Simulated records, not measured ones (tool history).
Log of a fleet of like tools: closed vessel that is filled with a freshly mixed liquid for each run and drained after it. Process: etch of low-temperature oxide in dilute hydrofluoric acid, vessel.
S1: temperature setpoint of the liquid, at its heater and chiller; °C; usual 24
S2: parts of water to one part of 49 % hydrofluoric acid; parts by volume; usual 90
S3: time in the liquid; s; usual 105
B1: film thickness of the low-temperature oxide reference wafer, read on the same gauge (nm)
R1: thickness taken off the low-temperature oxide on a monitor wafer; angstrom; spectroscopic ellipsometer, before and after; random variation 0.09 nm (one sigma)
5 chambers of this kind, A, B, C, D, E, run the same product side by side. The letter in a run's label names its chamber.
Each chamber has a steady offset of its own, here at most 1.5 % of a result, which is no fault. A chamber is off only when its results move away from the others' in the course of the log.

At hour 6.1: chamber C: hydrofluoric acid flow meter replaced.
Run 1A, hour 9.4: usual settings; B1 110.02. Result: R1 219.14 angstrom.
Run 2B, hour 18.1: usual settings; B1 109.99. Result: R1 217.50 angstrom.
Run 3E, hour 27.7: usual settings; B1 109.99. Result: R1 215.90 angstrom.
At hour 36.4: chamber A: hydrofluoric acid flow meter replaced.
Run 4C, hour 39.0: usual settings; B1 110.00. Result: R1 215.21 angstrom.
Run 5D, hour 48.0: usual settings; B1 109.99. Result: R1 216.66 angstrom.
Run 6A, hour 57.4: usual settings; B1 109.99. Result: R1 220.32 angstrom.
At hour 62.2: chamber A: thermometer replaced.
Run 7D, hour 65.8: usual settings; B1 110.00. Result: R1 215.89 angstrom.
Run 8B, hour 74.1: usual settings; B1 109.98. Result: R1 218.34 angstrom.
Run 9C, hour 86.1: usual settings; B1 110.00. Result: R1 214.64 angstrom.
Run 10E, hour 92.4: usual settings; B1 110.01. Result: R1 215.93 angstrom.
Run 11B, hour 104.5: usual settings; B1 110.02. Result: R1 220.24 angstrom.
Run 12A, hour 113.9: usual settings; B1 110.00. Result: R1 217.02 angstrom.
Run 13C, hour 121.2: usual settings; B1 109.98. Result: R1 213.73 angstrom.
Run 14D, hour 129.7: usual settings; B1 110.00. Result: R1 215.07 angstrom.
At hour 130.1: chamber B: hydrofluoric acid flow meter replaced.
Run 15E, hour 142.0: usual settings; B1 110.00. Result: R1 216.47 angstrom.
Run 16D, hour 150.7: usual settings; B1 110.00. Result: R1 214.18 angstrom.
Run 17B, hour 157.4: usual settings; B1 110.02. Result: R1 218.93 angstrom.
Run 18C, hour 166.5: usual settings; B1 110.00. Result: R1 214.67 angstrom.
Run 19A, hour 175.6: usual settings but S1 20 °C; B1 110.00. Result: R1 183.61 angstrom.
Run 20E, hour 188.7: usual settings but S1 20 °C; B1 109.99. Result: R1 183.21 angstrom.
Run 21C, hour 199.3: usual settings but S1 20 °C; B1 110.01. Result: R1 182.06 angstrom.
Run 22D, hour 206.7: usual settings but S1 20 °C; B1 110.00. Result: R1 180.69 angstrom.
Run 23E, hour 216.5: usual settings but S1 20 °C; B1 109.99. Result: R1 182.74 angstrom.
Run 24A, hour 229.7: usual settings but S3 50 s; B1 110.03. Result: R1 104.26 angstrom.
Run 25B, hour 238.7: usual settings but S3 50 s; B1 110.00. Result: R1 104.80 angstrom.
Run 26B, hour 248.0: usual settings but S3 50 s; B1 110.01. Result: R1 104.11 angstrom.
At hour 250.5: chamber C: thermometer replaced.
At hour 253.1: chamber E: hydrofluoric acid flow meter replaced.
Run 27C, hour 259.4: usual settings but S3 50 s; B1 109.99. Result: R1 103.12 angstrom.
Run 28D, hour 266.4: usual settings but S3 50 s; B1 110.02. Result: R1 100.03 angstrom.
Run 29E, hour 276.0: usual settings; B1 110.01. Result: R1 216.07 angstrom.
Run 30A, hour 286.7: usual settings; B1 110.01. Result: R1 219.56 angstrom.
Run 31C, hour 295.8: usual settings; B1 110.00. Result: R1 216.55 angstrom.
Run 32A, hour 302.2: usual settings; B1 109.99. Result: R1 217.38 angstrom.
Run 33D, hour 315.1: usual settings; B1 109.99. Result: R1 209.34 angstrom.
Run 34E, hour 327.7: usual settings; B1 109.99. Result: R1 216.90 angstrom.
Run 35B, hour 336.4: usual settings; B1 109.99. Result: R1 217.85 angstrom.
Run 36B, hour 348.8: usual settings; B1 110.00. Result: R1 220.81 angstrom.
Run 37A, hour 354.7: usual settings; B1 110.02. Result: R1 217.68 angstrom.
Run 38D, hour 363.8: usual settings; B1 110.00. Result: R1 207.93 angstrom.
Run 39E, hour 375.1: usual settings; B1 110.00. Result: R1 215.99 angstrom.
Run 40C, hour 386.0: usual settings; B1 109.99. Result: R1 213.36 angstrom.
Run 41E, hour 398.4: usual settings; B1 110.02. Result: R1 215.83 angstrom.

All 5 chambers run these settings next. Forecast each chamber's results:
Run 42A, hour 408.2: usual settings but S2 130 parts by volume. Result: R1 ?.
Run 42B, hour 408.2: usual settings but S2 130 parts by volume. Result: R1 ?.
Run 42C, hour 408.2: usual settings but S2 130 parts by volume. Result: R1 ?.
Run 42D, hour 408.2: usual settings but S2 130 parts by volume. Result: R1 ?.
Run 42E, hour 408.2: usual settings but S2 130 parts by volume. Result: R1 ?.

run      R1
42A  144.04
42B  146.25
42C  141.22
42D  135.68
42E  142.54

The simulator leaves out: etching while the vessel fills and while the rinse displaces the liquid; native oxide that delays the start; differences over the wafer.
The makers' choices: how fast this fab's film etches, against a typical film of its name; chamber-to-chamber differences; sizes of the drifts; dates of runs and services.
